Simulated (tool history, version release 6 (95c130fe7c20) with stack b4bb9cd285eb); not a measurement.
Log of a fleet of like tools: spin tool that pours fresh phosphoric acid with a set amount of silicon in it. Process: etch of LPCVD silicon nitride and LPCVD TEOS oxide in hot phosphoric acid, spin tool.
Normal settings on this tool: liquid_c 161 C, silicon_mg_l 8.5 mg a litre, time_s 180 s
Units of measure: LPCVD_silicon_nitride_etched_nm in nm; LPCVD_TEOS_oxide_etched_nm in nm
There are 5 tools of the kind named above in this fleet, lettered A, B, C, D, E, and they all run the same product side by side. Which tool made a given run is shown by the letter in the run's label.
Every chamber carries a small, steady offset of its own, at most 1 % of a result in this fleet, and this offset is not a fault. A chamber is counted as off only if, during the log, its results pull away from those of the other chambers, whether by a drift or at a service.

run   hour  liquid_c  silicon_mg_l  time_s  hours since the thermometer was replaced  hours since the dissolved silicon flow meter was replaced  hours since the heated supply line was repaired  read-back film thickness of the LPCVD silicon nitride reference wafer, read on the same gauge (nm)  read-back film thickness of the LPCVD TEOS oxide reference wafer, read on the same gauge (nm)  LPCVD_silicon_nitride_etched_nm  LPCVD_TEOS_oxide_etched_nm
 1A    4.7       161           8.5     180                                    1069.4                                                      651.7                                            327.5                                                                                              119.99                                                                                         130.01                           14.668                     0.47069
 2B    9.1       161           8.5     180                                     832.5                                                       83.9                                           1317.7                                                                                              120.01                                                                                         129.98                           14.709                      0.4187
       9.8  -- chamber D: thermometer replaced
 3C   13.4       161           8.5     180                                     170.4                                                      660.1                                           2256.8                                                                                              119.98                                                                                         130.01                           14.719                     0.36779
 4D   21.7       161           8.5     180                                        12                                                      766.6                                           1532.4                                                                                              119.99                                                                                         129.99                           14.838                      0.4144
 5E     27       161           8.5     180                                     844.5                                                      675.1                                            480.3                                                                                                 120                                                                                         129.96                           14.489                     0.40373
 6C   32.1       161           8.5     180                                     189.1                                                      678.8                                           2275.5                                                                                              119.98                                                                                         130.01                           14.509                     0.42371
 7E   38.3       161           8.5     180                                     855.8                                                      686.4                                            491.6                                                                                              120.03                                                                                         129.97                             14.4                     0.48213
 8D   46.7       161           8.5     180                                        37                                                      791.6                                           1557.4                                                                                              119.96                                                                                         129.96                           14.648                     0.42631
 9A   52.3       161           8.5     180                                      1117                                                      699.3                                            375.1                                                                                              120.04                                                                                            130                            14.35                     0.41921
10B   57.5       161           8.5     180                                     880.9                                                      132.3                                           1366.1                                                                                              120.05                                                                                         130.02                           14.651                      0.4131
11D   62.7       161           8.5     180                                        53                                                      807.6                                           1573.4                                                                                                 120                                                                                         130.02                           14.487                     0.48973
12C   66.9       161           8.5     180                                     223.9                                                      713.6                                           2310.3                                                                                              120.03                                                                                         130.04                           14.449                     0.47251
13B   75.9       161           8.5     180                                     899.3                                                      150.7                                           1384.5                                                                                              119.99                                                                                         129.97                           14.704                     0.41747
14E   84.9       161           8.5     180                                     902.4                                                        733                                            538.2                                                                                                 120                                                                                         129.95                           14.397                     0.44974
15A     94       161           8.5     180                                    1158.7                                                        741                                            416.8                                                                                              120.03                                                                                            130                           14.661                     0.48098
16E  101.7       161           8.5     180                                     919.2                                                      749.8                                              555                                                                                              120.04                                                                                            130                            14.37                     0.38039
17A  106.9       161           8.5     180                                    1171.6                                                      753.9                                            429.7                                                                                              120.01                                                                                         129.97                           14.426                     0.45579
18C  113.9       161           8.5     180                                     270.9                                                      760.6                                           2357.3                                                                                              120.04                                                                                            130                           14.515                     0.39558
19B  121.8       161           8.5     180                                     945.2                                                      196.6                                           1430.4                                                                                              120.03                                                                                         130.02                           14.436                     0.39689
20D  127.7       161           8.5     180                                       118                                                      872.6                                           1638.4                                                                                              119.99                                                                                         129.99                           14.273                     0.40476
21E  135.6       161           8.5     180                                     953.1                                                      783.7                                            588.9                                                                                              120.02                                                                                         129.98                           14.542                     0.44229
22C  143.2       161           8.5     180                                     300.2                                                      789.9                                           2386.6                                                                                              119.99                                                                                         129.98                           14.618                     0.41525
23D  152.4       161           8.5     180                                     142.7                                                      897.3                                           1663.1                                                                                              120.03                                                                                         130.03                           14.217                     0.41405
24B  156.8       161           8.5     240                                     980.2                                                      231.6                                           1465.4                                                                                              119.97                                                                                         129.97                             19.3                       0.589
25A  161.6       161           8.5     240                                    1226.3                                                      808.6                                            484.4                                                                                              120.01                                                                                         130.02                           19.589                     0.55433
26D  170.2       161           8.5     240                                     160.5                                                      915.1                                           1680.9                                                                                                 120                                                                                         129.98                           18.356                     0.46441
27E  176.6       161           8.5     240                                     994.1                                                      824.7                                            629.9                                                                                              120.01                                                                                         129.98                           19.338                     0.51557
28C  181.3       161           8.5     240                                     338.3                                                        828                                           2424.7                                                                                              120.02                                                                                         130.02                            19.41                     0.63165
29B  186.5       161          14.5      80                                    1009.9                                                      261.3                                           1495.1                                                                                              120.03                                                                                         129.96                           6.4599                     0.18215
30A  192.7       161          14.5      80                                    1257.4                                                      839.7                                            515.5                                                                                              119.99                                                                                         130.01                           6.4567                     0.15248
31A  201.9       161          14.5      80                                    1266.6                                                      848.9                                            524.7                                                                                                 120                                                                                         129.98                           6.4316                       0.165
32D  208.5       161          14.5      80                                     198.8                                                      953.4                                           1719.2                                                                                              120.01                                                                                            130                           6.1343                      0.1205
33E  217.2       161          14.5      80                                    1034.7                                                      865.3                                            670.5                                                                                              120.01                                                                                         129.99                           6.4038                     0.14482
34C  226.7       161           8.5     180                                     383.7                                                      873.4                                           2470.1                                                                                              119.96                                                                                         130.01                           14.697                      0.4255
35B    232       161           8.5     180                                    1055.4                                                      306.8                                           1540.6                                                                                              119.96                                                                                         129.97                           14.683                     0.44424
36E  238.1       161           8.5     180                                    1055.6                                                      886.2                                            691.4                                                                                              120.01                                                                                         129.99                           14.436                     0.40415
37C  245.4       161           8.5     180                                     402.4                                                      892.1                                           2488.8                                                                                              120.01                                                                                         130.01                           14.652                     0.44918

Predict what each chamber gives when all 5 of them run the settings below next.
38A  252.3       161           8.5     180                                                                                                                                                                                                                                                                                                                                                                                         ?                           ?
38B  252.3       161           8.5     180                                                                                                                                                                                                                                                                                                                                                                                         ?                           ?
38C  252.3       161           8.5     180                                                                                                                                                                                                                                                                                                                                                                                         ?                           ?
38D  252.3       161           8.5     180                                                                                                                                                                                                                                                                                                                                                                                         ?                           ?
38E  252.3       161           8.5     180                                                                                                                                                                                                                                                                                                                                                                                         ?                           ?

run  LPCVD_silicon_nitride_etched_nm  LPCVD_TEOS_oxide_etched_nm
38A                           14.532                      0.4334
38B                           14.552                     0.42225
38C                           14.541                     0.45641
38D                           13.601                     0.37226
38E                           14.446                     0.41265
